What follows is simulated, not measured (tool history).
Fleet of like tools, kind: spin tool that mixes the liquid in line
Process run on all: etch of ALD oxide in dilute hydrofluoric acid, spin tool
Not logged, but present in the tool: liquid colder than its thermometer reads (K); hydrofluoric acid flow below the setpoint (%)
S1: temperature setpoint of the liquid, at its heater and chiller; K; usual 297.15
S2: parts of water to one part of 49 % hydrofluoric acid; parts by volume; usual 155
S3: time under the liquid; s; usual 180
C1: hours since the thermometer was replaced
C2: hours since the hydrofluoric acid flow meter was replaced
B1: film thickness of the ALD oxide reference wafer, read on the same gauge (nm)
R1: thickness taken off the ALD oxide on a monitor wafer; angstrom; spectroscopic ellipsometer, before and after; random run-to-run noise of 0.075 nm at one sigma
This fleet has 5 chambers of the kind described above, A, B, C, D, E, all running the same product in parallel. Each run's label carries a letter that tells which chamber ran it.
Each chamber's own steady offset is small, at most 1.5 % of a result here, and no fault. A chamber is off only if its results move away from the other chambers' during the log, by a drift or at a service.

run 1E hour=11.1 | S1=297.15 S2=155 S3=180 | C1=1050.3 C2=1162.9 | B1=39.992 | R1=131.45
-- hour=12.1 chamber C: hydrofluoric acid flow meter replaced
run 2A hour=18.8 | S1=297.15 S2=155 S3=180 | C1=729.8 C2=701.9 | B1=39.999 | R1=129.39
run 3D hour=28.8 | S1=297.15 S2=155 S3=180 | C1=1041.4 C2=700.4 | B1=39.995 | R1=130.63
run 4C hour=40.6 | S1=297.15 S2=155 S3=180 | C1=540.4 C2=28.5 | B1=39.995 | R1=131.96
run 5B hour=50.1 | S1=297.15 S2=155 S3=180 | C1=92.8 C2=912.6 | B1=40.006 | R1=131.89
run 6B hour=60.7 | S1=297.15 S2=155 S3=180 | C1=103.4 C2=923.2 | B1=40.01 | R1=131.82
run 7C hour=71.1 | S1=297.15 S2=155 S3=180 | C1=570.9 C2=59 | B1=40.012 | R1=130.87
run 8E hour=80.4 | S1=297.15 S2=155 S3=180 | C1=1119.6 C2=1232.2 | B1=40.01 | R1=130.78
run 9A hour=92 | S1=299.65 S2=155 S3=125 | C1=803 C2=775.1 | B1=39.977 | R1=97.725
run 10D hour=100 | S1=299.65 S2=155 S3=125 | C1=1112.6 C2=771.6 | B1=40.006 | R1=98.982
run 11B hour=110 | S1=299.65 S2=155 S3=125 | C1=152.7 C2=972.5 | B1=40.001 | R1=100.49
run 12C hour=121.2 | S1=299.65 S2=155 S3=125 | C1=621 C2=109.1 | B1=39.997 | R1=100.37
run 13D hour=131.8 | S1=299.65 S2=155 S3=125 | C1=1144.4 C2=803.4 | B1=40.003 | R1=100.36
run 14E hour=139.1 | S1=297.15 S2=155 S3=180 | C1=1178.3 C2=1290.9 | B1=39.992 | R1=130.57
run 15A hour=148.2 | S1=297.15 S2=155 S3=180 | C1=859.2 C2=831.3 | B1=39.978 | R1=126.55
run 16A hour=157 | S1=297.15 S2=155 S3=180 | C1=868 C2=840.1 | B1=39.999 | R1=126.65
run 17D hour=164.9 | S1=297.15 S2=155 S3=180 | C1=1177.5 C2=836.5 | B1=39.985 | R1=130.6
run 18C hour=176.3 | S1=297.15 S2=155 S3=180 | C1=676.1 C2=164.2 | B1=39.998 | R1=131.11
run 19B hour=184.2 | S1=300.15 S2=155 S3=80 | C1=226.9 C2=1046.7 | B1=39.991 | R1=65.548
run 20E hour=194.8 | S1=300.15 S2=155 S3=80 | C1=1234 C2=1346.6 | B1=40.011 | R1=64.903
run 21B hour=202 | S1=300.15 S2=155 S3=80 | C1=244.7 C2=1064.5 | B1=39.998 | R1=65.839
run 22C hour=212.7 | S1=300.15 S2=155 S3=80 | C1=712.5 C2=200.6 | B1=40.014 | R1=65.667
run 23E hour=220.9 | S1=300.15 S2=155 S3=80 | C1=1260.1 C2=1372.7 | B1=39.997 | R1=64.768
run 24A hour=230.6 | S1=297.15 S2=155 S3=180 | C1=941.6 C2=913.7 | B1=39.992 | R1=123.67
run 25D hour=236.1 | S1=299.65 S2=155 S3=125 | C1=1248.7 C2=907.7 | B1=40.025 | R1=99.141
run 26E hour=243.1 | S1=299.65 S2=155 S3=125 | C1=1282.3 C2=1394.9 | B1=40 | R1=99.805
run 27C hour=251.7 | S1=299.65 S2=155 S3=125 | C1=751.5 C2=239.6 | B1=40 | R1=99.101
run 28B hour=262.4 | S1=299.65 S2=155 S3=125 | C1=305.1 C2=1124.9 | B1=40.004 | R1=100.17
run 29D hour=272.4 | S1=299.65 S2=155 S3=125 | C1=1285 C2=944 | B1=39.989 | R1=99.628
run 30A hour=278.2 | S1=297.15 S2=155 S3=180 | C1=989.2 C2=961.3 | B1=39.998 | R1=121.68
run 31A hour=286.4 | S1=297.15 S2=155 S3=180 | C1=997.4 C2=969.5 | B1=40.002 | R1=121.8
run 32C hour=294.4 | S1=297.15 S2=155 S3=180 | C1=794.2 C2=282.3 | B1=39.99 | R1=130.64

The same settings go to every chamber for the next run, one line per chamber below. Forecast the results for each:
run 33A hour=303 | S1=297.15 S2=155 S3=110 | R1=?
run 33B hour=303 | S1=297.15 S2=155 S3=110 | R1=?
run 33C hour=303 | S1=297.15 S2=155 S3=110 | R1=?
run 33D hour=303 | S1=297.15 S2=155 S3=110 | R1=?
run 33E hour=303 | S1=297.15 S2=155 S3=110 | R1=?

run=33A R1=74.428
run=33B R1=80.426
run=33C R1=79.757
run=33D R1=80.782
run=33E R1=79.578
